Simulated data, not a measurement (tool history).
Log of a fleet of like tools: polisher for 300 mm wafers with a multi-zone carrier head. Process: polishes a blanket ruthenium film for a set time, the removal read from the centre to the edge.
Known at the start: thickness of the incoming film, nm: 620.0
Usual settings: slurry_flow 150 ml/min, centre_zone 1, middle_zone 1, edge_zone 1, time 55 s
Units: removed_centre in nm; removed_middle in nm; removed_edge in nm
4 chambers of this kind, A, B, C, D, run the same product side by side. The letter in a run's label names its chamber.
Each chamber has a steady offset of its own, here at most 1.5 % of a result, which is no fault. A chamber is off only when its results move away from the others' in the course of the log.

run   hour  slurry_flow  centre_zone  middle_zone  edge_zone  time  wafers polished on this pad  hours since the slurry nozzle was cleaned  hours since the centre zone pressure was calibrated  hours since the edge zone pressure was calibrated  removed_centre  removed_middle  removed_edge
 1B    9.5          150            1            1          1    55                          155                                      621.3                                                 1116                                              575.9          78.432          79.932        79.005
      11.1  -- chamber A: worn pad replaced by a new one
 2C   14.9          150            1            1          1    55                         1370                                      844.3                                                655.1                                              277.3          79.393          78.968        80.812
      23.8  -- chamber C: worn pad replaced by a new one
 3A   25.2          150            1            1          1    55                          170                                        367                                                974.2                                               73.8           79.22          79.053         79.21
 4D   31.7          150            1            1          1    55                          491                                      161.6                                                734.5                                                175          78.924          80.656        79.869
 5A   40.4          150            1            1          1    55                          354                                      382.2                                                989.4                                                 89          78.642          78.675        81.218
 6C   48.4          150            1            1          1    55                          297                                      877.8                                                688.6                                              310.8          78.418          78.602        79.742
 7B   58.8          150            1            1          1    55                          751                                      670.6                                               1165.3                                              625.2          79.501          79.548        78.155
      67.1  -- chamber B: worn pad replaced by a new one
 8D   69.8          150            1            1       1.12    55                          952                                      199.7                                                772.6                                              213.1          79.086          80.855        85.707
 9A   79.5          150            1            1       1.12    55                          827                                      421.3                                               1028.5                                              128.1          79.375          79.236        85.747
      79.7  -- chamber D: worn pad replaced by a new one
10C     87          150            1            1       1.12    55                          764                                      916.4                                                727.2                                              349.4          78.168          79.167        84.312
      95.1  -- chamber A: centre zone pressure recalibrated
11D   97.2          150            1            1       1.12    55                          212                                      227.1                                                  800                                              240.5          79.554          80.396        85.392
     106.3  -- chamber C: slurry nozzle cleaned
12B  107.3          150            1            1          1    55                          486                                      719.1                                               1213.8                                              673.7          79.665          79.001        79.318
13D    115          150            1            1          1    55                          427                                      244.9                                                817.8                                              258.3          79.517          80.491        80.047
     116.6  -- chamber A: worn pad replaced by a new one
       121  -- chamber C: worn pad replaced by a new one
14B  125.4          150            1            1          1    55                          705                                      737.2                                               1231.9                                              691.8          79.525          80.415        78.867
15C  131.3          150         0.95         1.05          1    55                          125                                       25.1                                                771.5                                              393.7          73.741          82.873        79.209
     141.4  -- chamber B: worn pad replaced by a new one
16A  141.8          150         0.95         1.05          1    55                          305                                      483.6                                                 46.7                                              190.4          69.652          84.403        80.694
     143.1  -- chamber B: slurry nozzle cleaned
17B  152.5          150         0.95         1.05          1    55                          135                                        9.4                                                 1259                                              718.9          74.555          83.111        79.227
18C    158          150         0.95         1.05          1    55                          448                                       51.8                                                798.2                                              420.4          74.152          83.544        79.843
     158.9  -- chamber D: slurry nozzle cleaned
19A  164.9          150            1            1          1    55                          584                                      506.7                                                 69.8                                              213.5          73.803           79.69        80.753
20D  173.8          150            1            1          1    55                         1138                                         15                                                876.6                                              317.1          79.022          79.989        80.634
21A  180.4          150            1            1          1    55                          771                                      522.2                                                 85.3                                                229           72.73          79.526        80.773
     187.6  -- chamber D: worn pad replaced by a new one
22C  191.2          150            1            1          1    55                          849                                         85                                                831.4                                              453.6           78.69          79.736        80.376
     192.9  -- chamber A: slurry nozzle cleaned
       194  -- chamber C: edge zone pressure recalibrated
23B  196.9          150            1            1          1    55                          671                                       53.8                                               1303.4                                              763.3          78.925          79.721        79.242
24D  206.2          150            1            1          1    55                          225                                       47.4                                                  909                                              349.5          80.365          80.524        80.286
25B  214.8          150            1            1          1    55                          888                                       71.7                                               1321.3                                              781.2          79.718          81.175        78.762
     216.7  -- chamber A: worn pad replaced by a new one
     223.5  -- chamber B: worn pad replaced by a new one
26C  225.8          150            1            1          1    55                         1268                                      119.6                                                  866                                               31.9          78.725          78.238         80.23
27D  234.4          150            1            1          1    44                          566                                       75.6                                                937.2                                              377.7          63.469          64.168        64.302
     240.6  -- chamber B: edge zone pressure recalibrated
     240.9  -- chamber C: worn pad replaced by a new one
28A  242.7          150            1            1          1    44                          315                                       49.8                                                147.6                                              291.3           58.05          63.279        63.009
29B  248.7          150            1            1          1    44                          304                                      105.6                                               1355.2                                                8.2           63.57          63.728        63.138
30C  256.1          150            1            1          1    44                          184                                      149.9                                                896.3                                               62.2          63.779          63.329        63.757

All 4 chambers run these settings next. Forecast each chamber's results:
31A  264.1          150            1          1.1          1    55                                                                                                                                                                                               ?               ?             ?
31B  264.1          150            1          1.1          1    55                                                                                                                                                                                               ?               ?             ?
31C  264.1          150            1          1.1          1    55                                                                                                                                                                                               ?               ?             ?
31D  264.1          150            1          1.1          1    55                                                                                                                                                                                               ?               ?             ?

run  removed_centre  removed_middle  removed_edge
31A          73.919          87.809        78.755
31B           79.76          88.231        77.612
31C           78.97          86.464        79.939
31D          79.401          87.427        80.493
